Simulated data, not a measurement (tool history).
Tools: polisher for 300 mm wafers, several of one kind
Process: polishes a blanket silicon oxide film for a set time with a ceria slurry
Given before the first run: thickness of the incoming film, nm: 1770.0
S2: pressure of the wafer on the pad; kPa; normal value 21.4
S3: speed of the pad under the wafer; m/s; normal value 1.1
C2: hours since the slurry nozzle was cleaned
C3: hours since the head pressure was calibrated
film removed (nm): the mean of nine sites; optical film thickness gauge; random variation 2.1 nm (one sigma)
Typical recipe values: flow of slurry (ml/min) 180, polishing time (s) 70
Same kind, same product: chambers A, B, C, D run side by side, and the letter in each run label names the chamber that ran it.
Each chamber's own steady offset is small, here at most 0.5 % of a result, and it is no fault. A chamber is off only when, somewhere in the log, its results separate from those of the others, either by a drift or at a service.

-- hour=1 chamber D: worn pad replaced by a new one
-- hour=6.6 chamber B: slurry nozzle cleaned
run 1A hour=8.4 | flow_of_slurry_(ml/min)=180 S2=21.4 S3=1.1 polishing_time_(s)=70 | wafers_polished_on_this_pad=691 C2=50.7 C3=258 | film_removed_(nm)=274.44
run 2C hour=17.9 | flow_of_slurry_(ml/min)=180 S2=21.4 S3=1.1 polishing_time_(s)=70 | wafers_polished_on_this_pad=169 C2=125.1 C3=315 | film_removed_(nm)=271.47
run 3B hour=25.8 | flow_of_slurry_(ml/min)=180 S2=21.4 S3=1.1 polishing_time_(s)=70 | wafers_polished_on_this_pad=689 C2=19.3 C3=579.7 | film_removed_(nm)=271.46
run 4D hour=31.7 | flow_of_slurry_(ml/min)=180 S2=21.4 S3=1.1 polishing_time_(s)=70 | wafers_polished_on_this_pad=225 C2=296.7 C3=367 | film_removed_(nm)=276.9
run 5D hour=37.5 | flow_of_slurry_(ml/min)=180 S2=21.4 S3=1.1 polishing_time_(s)=70 | wafers_polished_on_this_pad=268 C2=302.5 C3=372.8 | film_removed_(nm)=275.7
-- hour=40.7 chamber A: head pressure recalibrated
-- hour=44.3 chamber B: head pressure recalibrated
run 6A hour=47.4 | flow_of_slurry_(ml/min)=180 S2=21.4 S3=1.1 polishing_time_(s)=70 | wafers_polished_on_this_pad=978 C2=89.7 C3=6.8 | film_removed_(nm)=271.36
-- hour=53.7 chamber D: slurry nozzle cleaned
run 7B hour=56.5 | flow_of_slurry_(ml/min)=180 S2=21.4 S3=1.1 polishing_time_(s)=70 | wafers_polished_on_this_pad=914 C2=50 C3=12.2 | film_removed_(nm)=277.3
-- hour=57.9 chamber A: worn pad replaced by a new one
run 8C hour=64.5 | flow_of_slurry_(ml/min)=180 S2=21.4 S3=1.1 polishing_time_(s)=70 | wafers_polished_on_this_pad=512 C2=171.7 C3=361.6 | film_removed_(nm)=271.46
run 9C hour=69.5 | flow_of_slurry_(ml/min)=180 S2=21.4 S3=1.1 polishing_time_(s)=70 | wafers_polished_on_this_pad=549 C2=176.7 C3=366.6 | film_removed_(nm)=274.64
-- hour=72.6 chamber B: worn pad replaced by a new one
run 10B hour=76.5 | flow_of_slurry_(ml/min)=225 S2=29 S3=1.1 polishing_time_(s)=70 | wafers_polished_on_this_pad=29 C2=70 C3=32.2 | film_removed_(nm)=385.89
run 11A hour=82.9 | flow_of_slurry_(ml/min)=225 S2=29 S3=1.1 polishing_time_(s)=70 | wafers_polished_on_this_pad=184 C2=125.2 C3=42.3 | film_removed_(nm)=391.13
run 12D hour=91.7 | flow_of_slurry_(ml/min)=225 S2=29 S3=1.1 polishing_time_(s)=70 | wafers_polished_on_this_pad=666 C2=38.1 C3=427 | film_removed_(nm)=386.03
run 13C hour=98.7 | flow_of_slurry_(ml/min)=225 S2=29 S3=1.1 polishing_time_(s)=70 | wafers_polished_on_this_pad=763 C2=205.9 C3=395.8 | film_removed_(nm)=380.89
run 14B hour=107.6 | flow_of_slurry_(ml/min)=180 S2=21.4 S3=1.1 polishing_time_(s)=70 | wafers_polished_on_this_pad=257 C2=101.1 C3=63.3 | film_removed_(nm)=273.14
run 15A hour=117.1 | flow_of_slurry_(ml/min)=180 S2=21.4 S3=1.1 polishing_time_(s)=70 | wafers_polished_on_this_pad=435 C2=159.4 C3=76.5 | film_removed_(nm)=276.58
run 16D hour=123.5 | flow_of_slurry_(ml/min)=180 S2=21.4 S3=1.1 polishing_time_(s)=70 | wafers_polished_on_this_pad=900 C2=69.9 C3=458.8 | film_removed_(nm)=272.28
run 17D hour=128.4 | flow_of_slurry_(ml/min)=180 S2=21.4 S3=1.1 polishing_time_(s)=70 | wafers_polished_on_this_pad=936 C2=74.8 C3=463.7 | film_removed_(nm)=273.8
-- hour=131.3 chamber C: worn pad replaced by a new one
run 18C hour=132.8 | flow_of_slurry_(ml/min)=180 S2=21.4 S3=1.1 polishing_time_(s)=70 | wafers_polished_on_this_pad=11 C2=240 C3=429.9 | film_removed_(nm)=271.46
-- hour=135.2 chamber D: head pressure recalibrated
run 19B hour=138.7 | flow_of_slurry_(ml/min)=180 S2=21.4 S3=1.1 polishing_time_(s)=70 | wafers_polished_on_this_pad=486 C2=132.2 C3=94.4 | film_removed_(nm)=275.23
run 20A hour=148.3 | flow_of_slurry_(ml/min)=180 S2=17.9 S3=1.1 polishing_time_(s)=70 | wafers_polished_on_this_pad=664 C2=190.6 C3=107.7 | film_removed_(nm)=231.14
run 21A hour=155.2 | flow_of_slurry_(ml/min)=180 S2=17.9 S3=1.1 polishing_time_(s)=70 | wafers_polished_on_this_pad=715 C2=197.5 C3=114.6 | film_removed_(nm)=229.23
run 22C hour=163 | flow_of_slurry_(ml/min)=180 S2=17.9 S3=1.1 polishing_time_(s)=70 | wafers_polished_on_this_pad=233 C2=270.2 C3=460.1 | film_removed_(nm)=227.51
run 23B hour=172.6 | flow_of_slurry_(ml/min)=180 S2=17.9 S3=1.1 polishing_time_(s)=70 | wafers_polished_on_this_pad=735 C2=166.1 C3=128.3 | film_removed_(nm)=229.11
run 24D hour=177.5 | flow_of_slurry_(ml/min)=180 S2=21.4 S3=1.1 polishing_time_(s)=70 | wafers_polished_on_this_pad=1297 C2=123.9 C3=42.3 | film_removed_(nm)=277.49
-- hour=181.1 chamber D: worn pad replaced by a new one
run 25D hour=185 | flow_of_slurry_(ml/min)=180 S2=21.4 S3=1.1 polishing_time_(s)=70 | wafers_polished_on_this_pad=28 C2=131.4 C3=49.8 | film_removed_(nm)=278.35
-- hour=185.9 chamber B: worn pad replaced by a new one
run 26A hour=194.1 | flow_of_slurry_(ml/min)=180 S2=21.4 S3=1.1 polishing_time_(s)=70 | wafers_polished_on_this_pad=1001 C2=236.4 C3=153.5 | film_removed_(nm)=277.33
run 27B hour=202.1 | flow_of_slurry_(ml/min)=180 S2=21.4 S3=1.1 polishing_time_(s)=70 | wafers_polished_on_this_pad=119 C2=195.6 C3=157.8 | film_removed_(nm)=272.53
run 28C hour=210.8 | flow_of_slurry_(ml/min)=150 S2=21.4 S3=1.1 polishing_time_(s)=70 | wafers_polished_on_this_pad=584 C2=318 C3=507.9 | film_removed_(nm)=259.78
run 29C hour=219.3 | flow_of_slurry_(ml/min)=150 S2=21.4 S3=1.1 polishing_time_(s)=70 | wafers_polished_on_this_pad=647 C2=326.5 C3=516.4 | film_removed_(nm)=255.44
run 30B hour=224.4 | flow_of_slurry_(ml/min)=150 S2=21.4 S3=1.1 polishing_time_(s)=70 | wafers_polished_on_this_pad=283 C2=217.9 C3=180.1 | film_removed_(nm)=263.32
run 31D hour=229.1 | flow_of_slurry_(ml/min)=150 S2=21.4 S3=1.1 polishing_time_(s)=70 | wafers_polished_on_this_pad=353 C2=175.5 C3=93.9 | film_removed_(nm)=266.53
-- hour=232.1 chamber A: worn pad replaced by a new one
run 32A hour=237.3 | flow_of_slurry_(ml/min)=180 S2=21.4 S3=1.1 polishing_time_(s)=70 | wafers_polished_on_this_pad=38 C2=279.6 C3=196.7 | film_removed_(nm)=274.28
run 33B hour=246.2 | flow_of_slurry_(ml/min)=180 S2=21.4 S3=1.1 polishing_time_(s)=70 | wafers_polished_on_this_pad=443 C2=239.7 C3=201.9 | film_removed_(nm)=274.1
run 34D hour=255.7 | flow_of_slurry_(ml/min)=180 S2=21.4 S3=1.1 polishing_time_(s)=70 | wafers_polished_on_this_pad=548 C2=202.1 C3=120.5 | film_removed_(nm)=274.73

Next, every chamber runs the same settings. What will each give?
run 35A hour=262.9 | flow_of_slurry_(ml/min)=180 S2=21.4 S3=0.74 polishing_time_(s)=70 | film_removed_(nm)=?
run 35B hour=262.9 | flow_of_slurry_(ml/min)=180 S2=21.4 S3=0.74 polishing_time_(s)=70 | film_removed_(nm)=?
run 35C hour=262.9 | flow_of_slurry_(ml/min)=180 S2=21.4 S3=0.74 polishing_time_(s)=70 | film_removed_(nm)=?
run 35D hour=262.9 | flow_of_slurry_(ml/min)=180 S2=21.4 S3=0.74 polishing_time_(s)=70 | film_removed_(nm)=?

run=35A film_removed_(nm)=187.06
run=35B film_removed_(nm)=186.66
run=35C film_removed_(nm)=175.76
run=35D film_removed_(nm)=186.18
